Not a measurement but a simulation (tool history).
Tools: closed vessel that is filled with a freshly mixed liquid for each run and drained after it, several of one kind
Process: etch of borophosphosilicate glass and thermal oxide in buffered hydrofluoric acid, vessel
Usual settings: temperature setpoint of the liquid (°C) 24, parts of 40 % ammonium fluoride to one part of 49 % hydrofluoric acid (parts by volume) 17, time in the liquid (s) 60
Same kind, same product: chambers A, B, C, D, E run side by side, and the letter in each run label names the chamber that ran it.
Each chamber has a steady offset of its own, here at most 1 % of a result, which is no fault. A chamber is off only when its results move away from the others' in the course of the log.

| run | hour | temperature setpoint of the liquid (°C) | parts of 40 % ammonium fluoride to one part of 49 % hydrofluoric acid (parts by volume) | time in the liquid (s) | hours since the thermometer was replaced | hours since the hydrofluoric acid flow meter was replaced | read-back film thickness of the borophosphosilicate glass reference wafer, read on the same gauge (nm) | read-back film thickness of the thermal oxide reference wafer, read on the same gauge (nm) | thickness taken off the borophosphosilicate glass on a monitor wafer (Å) | thickness taken off the thermal oxide on a monitor wafer (Å) |
|---|---|---|---|---|---|---|---|---|---|---|
| 1D | 7.7 | 24 | 17 | 60 | 139.2 | 207.7 | 149.98 | 59.973 | 717.8 | 394.24 |
| 2E | 15 | 24 | 17 | 60 | 871.7 | 806.6 | 150.01 | 60.004 | 727.95 | 388.71 |
| 3C | 21.9 | 24 | 17 | 60 | 2122.9 | 287.1 | 150 | 60.013 | 729.17 | 388.94 |
| 4B | 29.3 | 24 | 17 | 60 | 616.4 | 2095.4 | 149.97 | 59.965 | 739.44 | 387.51 |
| 5A | 35.6 | 24 | 17 | 70 | 1561.8 | 155.4 | 149.99 | 59.985 | 866.49 | 456.92 |
| 6E | 45.6 | 24 | 17 | 70 | 902.3 | 837.2 | 149.98 | 59.989 | 864.09 | 458.06 |
| 7B | 50 | 24 | 17 | 70 | 637.1 | 2116.1 | 150 | 60.046 | 855.8 | 451.01 |
| 8C | 55.6 | 24 | 17 | 70 | 2156.6 | 320.8 | 150.01 | 59.99 | 860.17 | 452.43 |
| 9D | 63.7 | 24 | 17 | 70 | 195.2 | 263.7 | 149.99 | 59.947 | 844.98 | 454.17 |
| 10A | 73.5 | 24 | 17 | 60 | 1599.7 | 193.3 | 150.01 | 59.967 | 735.17 | 390.59 |
| 11C | 82.6 | 24 | 17 | 60 | 2183.6 | 347.8 | 150.02 | 59.983 | 732.91 | 389.67 |
| 12D | 92.2 | 24 | 17 | 60 | 223.7 | 292.2 | 150.01 | 60.007 | 722.16 | 392.17 |
| 13A | 100.5 | 24 | 17 | 60 | 1626.7 | 220.3 | 150 | 59.98 | 737.07 | 390.21 |
| 14E | 106 | 24 | 17 | 60 | 962.7 | 897.6 | 149.97 | 59.976 | 736.15 | 390.07 |
| 15B | 114.1 | 24 | 17 | 60 | 701.2 | 2180.2 | 149.98 | 59.966 | 741.1 | 388.27 |
| 16B | 119.5 | 24 | 22.5 | 90 | 706.6 | 2185.6 | 150.01 | 60.021 | 880.89 | 454.25 |
| 17D | 127 | 24 | 22.5 | 90 | 258.5 | 327 | 150 | 59.999 | 847.51 | 458.48 |
| 18A | 131.6 | 24 | 22.5 | 90 | 1657.8 | 251.4 | 150.01 | 60.019 | 856.26 | 460.95 |
|  | 134.3 | chamber B: hydrofluoric acid flow meter replaced |
| 19E | 139.3 | 24 | 22.5 | 90 | 996 | 930.9 | 150 | 60.01 | 859.7 | 464.14 |
| 20C | 149.3 | 24 | 22.5 | 90 | 2250.3 | 414.5 | 149.98 | 60.023 | 867.93 | 459.19 |
| 21D | 156.1 | 24 | 17 | 60 | 287.6 | 356.1 | 150.02 | 59.973 | 726.72 | 390.86 |
| 22E | 161.8 | 24 | 17 | 60 | 1018.5 | 953.4 | 149.99 | 59.996 | 731.23 | 389.54 |
| 23B | 169.1 | 24 | 17 | 60 | 756.2 | 34.8 | 149.99 | 59.971 | 740.42 | 389.71 |
| 24A | 174 | 24 | 17 | 60 | 1700.2 | 293.8 | 150.03 | 60.003 | 741.15 | 390.74 |
| 25C | 181.6 | 24 | 17 | 60 | 2282.6 | 446.8 | 150.01 | 59.987 | 738.53 | 389 |
| 26B | 191.5 | 24 | 17 | 60 | 778.6 | 57.2 | 150 | 59.989 | 753.17 | 387.88 |
| 27D | 201.4 | 24 | 17 | 60 | 332.9 | 401.4 | 150 | 60.012 | 736.34 | 393.35 |
| 28A | 209.3 | 24 | 17 | 60 | 1735.5 | 329.1 | 149.99 | 59.977 | 734.38 | 390.78 |
| 29C | 214.8 | 24 | 17 | 60 | 2315.8 | 480 | 150.03 | 59.967 | 731.73 | 388.94 |
| 30E | 220.6 | 24 | 17 | 60 | 1077.3 | 1012.2 | 149.98 | 60.042 | 740.73 | 391.29 |
| 31B | 225.1 | 24 | 17 | 60 | 812.2 | 90.8 | 150 | 60.005 | 743 | 389.1 |
| 32C | 232.4 | 28.5 | 17 | 60 | 2333.4 | 497.6 | 150.02 | 60.007 | 931.66 | 494.16 |
| 33D | 237.4 | 28.5 | 17 | 60 | 368.9 | 437.4 | 149.99 | 59.999 | 920.65 | 501.45 |
| 34A | 246.8 | 28.5 | 17 | 60 | 1773 | 366.6 | 150 | 60.003 | 919.73 | 495.6 |
| 35E | 255.5 | 28.5 | 17 | 60 | 1112.2 | 1047.1 | 149.96 | 60.028 | 941.19 | 498.1 |
| 36C | 264.6 | 28.5 | 17 | 60 | 2365.6 | 529.8 | 150.01 | 60.001 | 948.77 | 496.24 |
| 37B | 271.7 | 24 | 17 | 60 | 858.8 | 137.4 | 150.01 | 60.008 | 737.8 | 387.31 |
| 38D | 278.3 | 24 | 17 | 60 | 409.8 | 478.3 | 150.03 | 59.958 | 727.5 | 391.97 |

Is one chamber out of step, is the gauge drifting, or do the chambers differ by no more than their own small offsets? For an off chamber, give its letter and the likeliest cause.

The fleet is healthy, with each chamber sitting at its usual small offset and no drift in the gauge.
